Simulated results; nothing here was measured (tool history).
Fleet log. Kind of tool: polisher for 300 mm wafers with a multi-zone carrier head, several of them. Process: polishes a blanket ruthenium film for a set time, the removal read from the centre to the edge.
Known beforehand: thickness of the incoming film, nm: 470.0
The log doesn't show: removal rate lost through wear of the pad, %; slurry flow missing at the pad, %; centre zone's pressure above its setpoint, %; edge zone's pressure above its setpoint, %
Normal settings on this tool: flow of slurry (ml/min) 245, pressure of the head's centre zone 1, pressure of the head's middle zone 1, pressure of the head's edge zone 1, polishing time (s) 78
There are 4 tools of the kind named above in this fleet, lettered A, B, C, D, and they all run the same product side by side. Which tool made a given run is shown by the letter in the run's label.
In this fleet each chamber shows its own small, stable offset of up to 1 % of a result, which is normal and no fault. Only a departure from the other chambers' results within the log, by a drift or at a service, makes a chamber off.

run,hour,flow of slurry (ml/min),pressure of the head's centre zone,pressure of the head's middle zone,pressure of the head's edge zone,polishing time (s),wafers polished on this pad,hours since the slurry nozzle was cleaned,hours since the centre zone pressure was calibrated,hours since the edge zone pressure was calibrated,film removed at the wafer's centre (Å),film removed at mid-radius (Å),film removed at the wafer's edge (Å)
1B,4.2,245,1,1,1,78,1049,141.9,509.7,315,810.34,801.01,789.58
2D,7.2,245,1,1,1,78,834,304.8,661.1,144.2,795.94,783.02,782.12
# hour 8.1: chamber D: worn pad replaced by a new one
3C,10.4,245,1,1,1,78,439,301.1,313.3,156.1,795.17,799.82,814.11
4A,13.9,245,1,1,1,78,749,63.5,73.1,432.1,830.2,797.8,790.13
5B,16.6,245,1,1,1,78,1154,154.3,522.1,327.4,813.76,807.48,789.42
6C,18.9,245,1,1,1,78,511,309.6,321.8,164.6,794.82,785.45,800.36
7D,21.9,245,1,1,1,78,117,319.5,675.8,158.9,805.02,799.4,796.59
8A,24,245,1,1,1,78,835,73.6,83.2,442.2,796.3,797.09,782.15
# hour 26.9: chamber C: worn pad replaced by a new one
9C,27.2,245,1,1,1,78,2,317.9,330.1,172.9,801.46,798.45,795.81
# hour 29.9: chamber B: edge zone pressure recalibrated
10B,31.4,245,1,0.9,1,55,1280,169.1,536.9,1.5,562.72,510.22,553.45
11D,35.7,245,1,0.9,1,55,234,333.3,689.6,172.7,562.57,512.51,559.12
12A,39.2,245,1,0.9,1,55,964,88.8,98.4,457.4,564.46,507.51,558.17
13B,42.8,245,1,0.9,1,55,1376,180.5,548.3,12.9,565.94,510.94,560.92
14C,45.1,245,1,1,1,78,154,335.8,348,190.8,812.73,795.9,791.23
15D,47.7,245,1,1,1,78,336,345.3,701.6,184.7,793.42,808.76,801.35
16A,50.6,245,1,1,1,78,1060,100.2,109.8,468.8,824.46,794.53,789.36
# hour 51.5: chamber B: worn pad replaced by a new one
17A,54.3,245,1,1,1,78,1092,103.9,113.5,472.5,827.33,798.05,800.5
18C,58.1,245,1,1,1,78,264,348.8,361,203.8,831.77,802.91,815.36
19D,62.2,245,1,1,1,78,459,359.8,716.1,199.2,785.53,791.78,795.54
20B,65.4,245,1,1,1,78,118,203.1,570.9,35.5,785.16,806.48,804.39
21C,69.2,280,1,1.08,1,78,358,359.9,372.1,214.9,860.42,864.66,811.59
22A,73.4,280,1,1.08,1,78,1254,123,132.6,491.6,814.15,861.69,806.95
23D,75.6,280,1,1.08,1,78,573,373.2,729.5,212.6,820.32,865.48,791.49
# hour 76.2: chamber A: worn pad replaced by a new one
24B,79.1,280,1,1.08,1,78,234,216.8,584.6,49.2,813.99,866.64,808.59
25A,81.9,245,1,1,1,78,48,131.5,141.1,500.1,794.32,798.59,796.37
26B,83.9,245,1,1,1,78,275,221.6,589.4,54,809.13,805.58,790.42
# hour 85: chamber C: worn pad replaced by a new one
27C,86.4,245,1,1,1,78,12,377.1,389.3,232.1,859.08,795.58,810.47
28D,90.5,245,1,1,1,78,699,388.1,744.4,227.5,772.91,797.68,799.59
29C,93.7,245,1,1,1,78,74,384.4,396.6,239.4,877.32,806.74,809.14
30D,97.5,245,1,1,1,78,758,395.1,751.4,234.5,789.14,792.17,784.89
31A,101.6,245,1,1,1,78,215,151.2,160.8,519.8,803.4,786.99,794.34
32B,104.1,245,1,0.88,1,78,446,241.8,609.6,74.2,810.64,711.88,786.48
33B,108.1,245,1,0.88,1,78,480,245.8,613.6,78.2,786.22,707.14,811.99
34A,111.7,245,1,0.88,1,78,301,161.3,170.9,529.9,807.47,707.59,795.77
35C,114,245,1,0.88,1,78,246,404.7,416.9,259.7,887.1,716.74,818.4
36D,116.5,245,1,1,1,78,919,414.1,770.4,253.5,780.44,794.4,799.94

Predict what each chamber gives when all 4 of them run the settings below next.
37A,119.7,245,1,1,1,78,,,,,?,?,?
37B,119.7,245,1,1,1,78,,,,,?,?,?
37C,119.7,245,1,1,1,78,,,,,?,?,?
37D,119.7,245,1,1,1,78,,,,,?,?,?

run,film removed at the wafer's centre (Å),film removed at mid-radius (Å),film removed at the wafer's edge (Å)
37A,814.35,800.13,790.62
37B,811.67,794.64,806.57
37C,909.87,793.65,798.83
37D,790.8,802.14,785.09
